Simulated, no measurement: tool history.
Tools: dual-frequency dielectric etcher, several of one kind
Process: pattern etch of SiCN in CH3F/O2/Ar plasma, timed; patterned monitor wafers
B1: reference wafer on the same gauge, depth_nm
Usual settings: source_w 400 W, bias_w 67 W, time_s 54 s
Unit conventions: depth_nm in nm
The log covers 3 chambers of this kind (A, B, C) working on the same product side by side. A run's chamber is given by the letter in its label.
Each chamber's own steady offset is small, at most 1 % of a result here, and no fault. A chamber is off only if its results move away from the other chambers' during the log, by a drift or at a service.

Run 1C, hour 8.2: usual settings; B1 16.299. Result: depth_nm 19.883 nm.
Run 2B, hour 12.3: usual settings; B1 16.292. Result: depth_nm 20.011 nm.
Run 3A, hour 17.8: usual settings; B1 16.3. Result: depth_nm 19.89 nm.
Run 4C, hour 24.3: usual settings; B1 16.326. Result: depth_nm 19.965 nm.
Run 5A, hour 28.9: usual settings but time_s 48 s; B1 16.297. Result: depth_nm 17.631 nm.
Run 6B, hour 34.5: usual settings but time_s 48 s; B1 16.299. Result: depth_nm 17.644 nm.
Run 7C, hour 40.2: usual settings but time_s 48 s; B1 16.288. Result: depth_nm 17.664 nm.
Run 8A, hour 46.9: usual settings; B1 16.292. Result: depth_nm 20.038 nm.
Run 9B, hour 52.4: usual settings but source_w 310 W, time_s 68.5 s; B1 16.297. Result: depth_nm 22.995 nm.
Run 10C, hour 56.4: usual settings but source_w 310 W, time_s 68.5 s; B1 16.301. Result: depth_nm 22.936 nm.
Run 11A, hour 63.4: usual settings but source_w 310 W, time_s 68.5 s; B1 16.289. Result: depth_nm 22.888 nm.
Run 12B, hour 70.6: usual settings; B1 16.314. Result: depth_nm 19.969 nm.
At hour 71.8: chamber A: wet clean of the chamber.
Run 13B, hour 77.8: usual settings; B1 16.309. Result: depth_nm 19.929 nm.
Run 14C, hour 86: usual settings but bias_w 80 W, time_s 69 s; B1 16.31. Result: depth_nm 27.076 nm.
Run 15A, hour 92.2: usual settings but bias_w 80 W, time_s 69 s; B1 16.294. Result: depth_nm 25.897 nm.
Run 16C, hour 97.3: usual settings but bias_w 80 W, time_s 69 s; B1 16.294. Result: depth_nm 27.132 nm.
Run 17B, hour 101.6: usual settings; B1 16.289. Result: depth_nm 20.047 nm.
Run 18A, hour 109.8: usual settings; B1 16.294. Result: depth_nm 18.989 nm.
Run 19A, hour 116.3: usual settings; B1 16.299. Result: depth_nm 19.035 nm.
Run 20B, hour 121.8: usual settings but bias_w 58 W; B1 16.316. Result: depth_nm 18.976 nm.
Run 21C, hour 129.6: usual settings but bias_w 58 W; B1 16.296. Result: depth_nm 18.83 nm.
Run 22B, hour 133.3: usual settings but bias_w 58 W; B1 16.307. Result: depth_nm 18.971 nm.
Run 23A, hour 140.5: usual settings; B1 16.317. Result: depth_nm 18.992 nm.
Run 24C, hour 147.6: usual settings; B1 16.298. Result: depth_nm 19.816 nm.
At hour 151: chamber C: wet clean of the chamber.
Run 25A, hour 155.7: usual settings; B1 16.293. Result: depth_nm 18.971 nm.
Run 26C, hour 161.2: usual settings; B1 16.298. Result: depth_nm 20.003 nm.
Run 27B, hour 169.4: usual settings; B1 16.288. Result: depth_nm 20.056 nm.
Run 28B, hour 173.6: usual settings; B1 16.293. Result: depth_nm 20.033 nm.
Run 29C, hour 179.2: usual settings; B1 16.318. Result: depth_nm 19.958 nm.
Run 30A, hour 183.4: usual settings; B1 16.311. Result: depth_nm 19.001 nm.
Run 31B, hour 187.9: usual settings; B1 16.292. Result: depth_nm 20.045 nm.
Run 32A, hour 194: usual settings; B1 16.306. Result: depth_nm 18.964 nm.
Run 33C, hour 201.3: usual settings; B1 16.296. Result: depth_nm 19.837 nm.
Run 34B, hour 208.2: usual settings but source_w 440 W; B1 16.288. Result: depth_nm 20.682 nm.
Run 35A, hour 215.9: usual settings but source_w 440 W; B1 16.295. Result: depth_nm 19.624 nm.

For the next run the whole fleet of 3 chambers uses the same settings. Give each chamber's results:
Run 36A, hour 221.9: usual settings. Result: depth_nm ?.
Run 36B, hour 221.9: usual settings. Result: depth_nm ?.
Run 36C, hour 221.9: usual settings. Result: depth_nm ?.

run  depth_nm
36A    18.995
36B    19.864
36C    19.784

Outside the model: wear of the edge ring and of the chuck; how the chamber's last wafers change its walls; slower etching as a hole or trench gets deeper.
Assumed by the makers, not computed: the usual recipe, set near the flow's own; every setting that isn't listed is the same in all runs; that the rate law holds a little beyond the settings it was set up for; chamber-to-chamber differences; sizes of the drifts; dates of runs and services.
